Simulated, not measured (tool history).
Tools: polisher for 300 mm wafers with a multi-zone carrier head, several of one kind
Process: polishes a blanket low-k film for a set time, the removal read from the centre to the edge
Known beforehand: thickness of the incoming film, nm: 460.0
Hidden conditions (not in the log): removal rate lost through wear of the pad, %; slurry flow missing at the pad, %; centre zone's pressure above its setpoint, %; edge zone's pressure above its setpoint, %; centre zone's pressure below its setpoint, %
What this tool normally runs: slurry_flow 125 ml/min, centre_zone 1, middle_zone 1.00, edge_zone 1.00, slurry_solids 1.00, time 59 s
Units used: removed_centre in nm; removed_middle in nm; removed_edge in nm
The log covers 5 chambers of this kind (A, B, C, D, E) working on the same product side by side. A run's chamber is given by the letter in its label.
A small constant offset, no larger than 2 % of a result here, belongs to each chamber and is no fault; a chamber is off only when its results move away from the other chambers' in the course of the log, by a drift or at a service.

run,hour,slurry_flow,centre_zone,middle_zone,edge_zone,slurry_solids,time,wafers polished on this pad,hours since the slurry nozzle was cleaned,hours since the centre zone pressure was calibrated,hours since the edge zone pressure was calibrated,removed_centre,removed_middle,removed_edge
1E,5.7,125,1,1.00,1.00,1.00,59,110,322.6,469.1,435.5,19.929,20.071,20.423
# hour 5.8: chamber B: edge zone pressure recalibrated
2C,13.3,125,1,1.00,1.00,1.00,59,917,210.4,808.2,209.1,20.429,20.284,20.202
# hour 17.8: chamber A: worn pad replaced by a new one
# hour 18.8: chamber C: worn pad replaced by a new one
3B,21.3,125,1,1.00,1.00,1.00,59,783,173.4,94.0,15.6,20.100,20.348,20.375
4A,26.8,125,1,1.00,1.00,1.00,59,77,193.9,361.7,863.2,20.328,20.128,20.519
5D,37.1,125,1,1.05,1.00,1.00,59,1338,166.9,1043.6,586.1,20.091,20.928,19.994
# hour 38.1: chamber D: worn pad replaced by a new one
6D,43.6,125,1,1.05,1.00,1.00,59,47,173.4,1050.1,592.6,19.958,21.170,20.100
7A,51.5,125,1,1.05,1.00,1.00,59,289,218.6,386.4,887.9,20.372,20.859,20.397
8B,60.8,125,1,1.05,1.00,1.00,59,1122,212.9,133.5,55.1,19.946,20.800,19.892
# hour 64.8: chamber B: worn pad replaced by a new one
9E,71.5,125,1,1.05,1.00,1.00,59,674,388.4,534.9,501.3,19.989,21.088,20.667
10C,79.7,125,1,1.00,1.00,0.85,78,522,276.8,874.6,275.5,24.913,25.654,24.527
# hour 82.5: chamber C: centre zone pressure recalibrated
# hour 87.2: chamber E: worn pad replaced by a new one
11E,90.2,125,1,1.00,1.00,0.85,78,26,407.1,553.6,520.0,24.749,24.797,24.796
# hour 91.7: chamber A: worn pad replaced by a new one
12C,97.7,125,1,1.00,1.00,0.85,78,676,294.8,15.3,293.5,27.727,24.706,24.537
13B,104.1,125,1,1.00,1.00,0.85,78,337,256.2,176.8,98.4,24.783,24.291,24.680
14D,115.2,125,1,1.00,1.00,0.85,78,661,245.0,1121.7,664.2,24.695,25.184,24.720
# hour 116.3: chamber C: worn pad replaced by a new one
15A,122.7,125,1,1.00,1.00,1.00,59,266,289.8,457.6,959.1,20.423,20.219,20.409
16C,132.4,125,1,1.00,1.00,1.00,59,138,329.5,50.0,328.2,22.463,19.984,20.016
17A,138.5,125,1,1.00,1.00,1.00,59,401,305.6,473.4,974.9,20.180,20.350,20.045
# hour 145.7: chamber E: slurry nozzle cleaned
18B,147.7,125,1,1.00,0.88,1.00,49,711,299.8,220.4,142.0,16.740,16.593,16.072
# hour 152.2: chamber D: slurry nozzle cleaned
19D,157.4,125,1,1.00,0.88,1.00,49,1023,5.3,1163.9,706.4,16.674,16.644,15.531
20E,165.4,125,1,1.00,0.88,1.00,49,671,19.7,628.8,595.2,16.480,16.775,15.417
21C,170.8,125,1,1.00,0.88,1.00,49,467,367.9,88.4,366.6,18.550,17.046,15.565
# hour 172.9: chamber A: worn pad replaced by a new one
22E,177.4,125,1,1.00,0.88,1.00,49,774,31.7,640.8,607.2,16.527,16.453,15.683
# hour 181.3: chamber E: worn pad replaced by a new one
23D,186.9,125,1,1.00,1.00,1.00,59,1276,34.8,1193.4,735.9,20.055,19.974,20.107
# hour 193.6: chamber B: worn pad replaced by a new one
24A,193.7,125,1,1.00,1.00,1.00,59,178,360.8,528.6,1030.1,20.540,20.429,20.183
25B,199.2,125,1,1.00,1.00,1.00,59,48,351.3,271.9,193.5,20.152,20.310,20.299
# hour 201.3: chamber C: edge zone pressure recalibrated
26A,205.5,125,1,1.00,1.00,1.00,59,279,372.6,540.4,1041.9,20.606,20.367,20.242
27C,214.9,125,1,1.00,1.00,1.00,59,845,412.0,132.5,13.6,22.331,20.660,19.704
28D,222.6,125,1,1.00,1.00,1.00,59,1582,70.5,1229.1,771.6,20.101,20.017,19.996
29B,230.8,125,1,1.00,1.00,1.00,59,318,382.9,303.5,225.1,20.019,20.085,20.221
# hour 234.1: chamber D: worn pad replaced by a new one
# hour 235.0: chamber C: slurry nozzle cleaned
# hour 236.1: chamber C: worn pad replaced by a new one
30E,238.2,125,1,1.00,1.00,1.00,59,488,92.5,701.6,668.0,19.878,19.954,20.680
31A,246.4,145,1,1.00,1.00,1.25,59,630,413.5,581.3,1082.8,23.657,23.228,22.657
32B,256.4,145,1,1.00,1.00,1.25,59,538,408.5,329.1,250.7,23.013,23.180,22.790
# hour 263.2: chamber D: centre zone pressure recalibrated
33D,264.0,145,1,1.00,1.00,1.25,59,256,111.9,0.9,813.0,22.881,22.522,22.565
34C,271.1,145,1,1.00,1.00,1.25,59,300,36.2,188.7,69.8,25.289,23.093,22.951

Next, every chamber runs the same settings. What will each give?
35A,279.3,125,1,1.00,1.00,1.00,59,,,,,?,?,?
35B,279.3,125,1,1.00,1.00,1.00,59,,,,,?,?,?
35C,279.3,125,1,1.00,1.00,1.00,59,,,,,?,?,?
35D,279.3,125,1,1.00,1.00,1.00,59,,,,,?,?,?
35E,279.3,125,1,1.00,1.00,1.00,59,,,,,?,?,?

run,removed_centre,removed_middle,removed_edge
35A,20.748,19.810,20.018
35B,20.360,20.041,20.219
35C,22.153,20.909,19.878
35D,19.756,20.452,19.834
35E,20.189,20.124,20.107

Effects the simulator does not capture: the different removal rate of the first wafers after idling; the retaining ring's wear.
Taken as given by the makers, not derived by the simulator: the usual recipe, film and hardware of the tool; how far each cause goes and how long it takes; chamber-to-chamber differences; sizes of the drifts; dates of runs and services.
